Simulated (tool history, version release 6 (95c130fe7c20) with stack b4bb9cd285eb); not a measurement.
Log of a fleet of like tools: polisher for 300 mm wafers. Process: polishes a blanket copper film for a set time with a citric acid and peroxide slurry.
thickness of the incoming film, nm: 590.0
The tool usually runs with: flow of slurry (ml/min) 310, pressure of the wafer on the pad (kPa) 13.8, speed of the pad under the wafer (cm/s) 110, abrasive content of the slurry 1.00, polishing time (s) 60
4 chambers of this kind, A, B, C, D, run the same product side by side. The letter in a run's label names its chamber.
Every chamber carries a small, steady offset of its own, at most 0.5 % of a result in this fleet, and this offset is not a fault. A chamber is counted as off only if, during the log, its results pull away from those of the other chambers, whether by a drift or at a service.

run,day,flow of slurry (ml/min),pressure of the wafer on the pad (kPa),speed of the pad under the wafer (cm/s),abrasive content of the slurry,polishing time (s),wafers polished on this pad,hours since the slurry nozzle was cleaned,hours since the head pressure was calibrated,hours since the slurry blender was calibrated,film removed (angstrom)
# day 0.067: chamber C: worn pad replaced by a new one
1A,0.275,310,13.8,110,1.00,60,319,129.7,485.9,439.4,1188.10
# day 0.417: chamber C: slurry nozzle cleaned
2D,0.567,310,13.8,110,1.00,60,459,150.8,737.2,504.4,1175.40
3C,0.808,310,13.8,110,1.00,60,247,9.4,87.2,117.0,1182.10
# day 0.862: chamber B: worn pad replaced by a new one
4B,1.042,310,13.8,110,1.00,60,60,219.2,1061.8,106.7,1179.90
# day 1.088: chamber D: slurry blender recalibrated
# day 1.275: chamber A: head pressure recalibrated
5D,1.304,310,10.3,110,1.25,60,705,168.5,754.9,5.2,933.44
# day 1.375: chamber A: slurry blender recalibrated
6B,1.446,310,10.3,110,1.25,60,194,228.9,1071.5,116.4,937.65
# day 1.479: chamber C: worn pad replaced by a new one
7C,1.633,310,10.3,110,1.25,60,51,29.2,107.0,136.8,937.06
8A,1.938,310,10.3,110,1.25,60,872,169.6,15.9,13.5,923.09
9C,2.138,310,13.8,110,1.00,60,219,41.3,119.1,148.9,1192.10
10D,2.333,310,13.8,110,1.00,60,1047,193.2,779.6,29.9,1171.40
11A,2.517,310,13.8,110,1.00,60,1065,183.5,29.8,27.4,1176.70
# day 2.600: chamber D: worn pad replaced by a new one
12B,2.692,310,13.8,110,1.00,60,609,258.8,1101.4,146.3,1163.90
13A,2.908,310,13.8,110,1.00,60,1196,192.9,39.2,36.8,1176.50
# day 3.100: chamber C: worn pad replaced by a new one
14C,3.188,310,13.8,110,1.00,60,29,66.5,144.3,174.1,1185.00
# day 3.196: chamber A: worn pad replaced by a new one
15B,3.404,310,13.8,110,1.00,60,847,275.9,1118.5,163.4,1169.00
16D,3.621,310,13.8,110,1.00,60,340,224.1,810.5,60.8,1170.90
17D,3.917,310,13.8,110,1.00,60,438,231.2,817.6,67.9,1169.50
18A,4.121,310,13.8,110,1.00,60,309,222.0,68.3,65.9,1165.60
19B,4.317,310,17.9,110,1.00,60,1151,297.8,1140.4,185.3,1516.60
# day 4.475: chamber B: worn pad replaced by a new one
# day 4.592: chamber C: worn pad replaced by a new one
20C,4.621,310,17.9,110,1.00,60,10,100.9,178.7,208.5,1536.30
21D,4.833,310,17.9,110,1.00,60,744,253.2,839.6,89.9,1500.90
# day 5.042: chamber B: slurry nozzle cleaned
22C,5.104,310,17.9,110,1.00,60,171,112.5,190.3,220.1,1518.10
23B,5.300,310,13.8,110,1.00,60,275,6.2,1164.0,208.9,1183.70
24A,5.508,310,13.8,110,1.00,60,771,255.3,101.6,99.2,1175.70

Decide between three cases: one chamber stands off from its peers, the gauge reading all wafers drifts, or nothing is wrong past each chamber's small offset. Where a chamber is off, say which and what most likely put it there.

No chamber stands off beyond its own small offset, and the gauge holds steady.
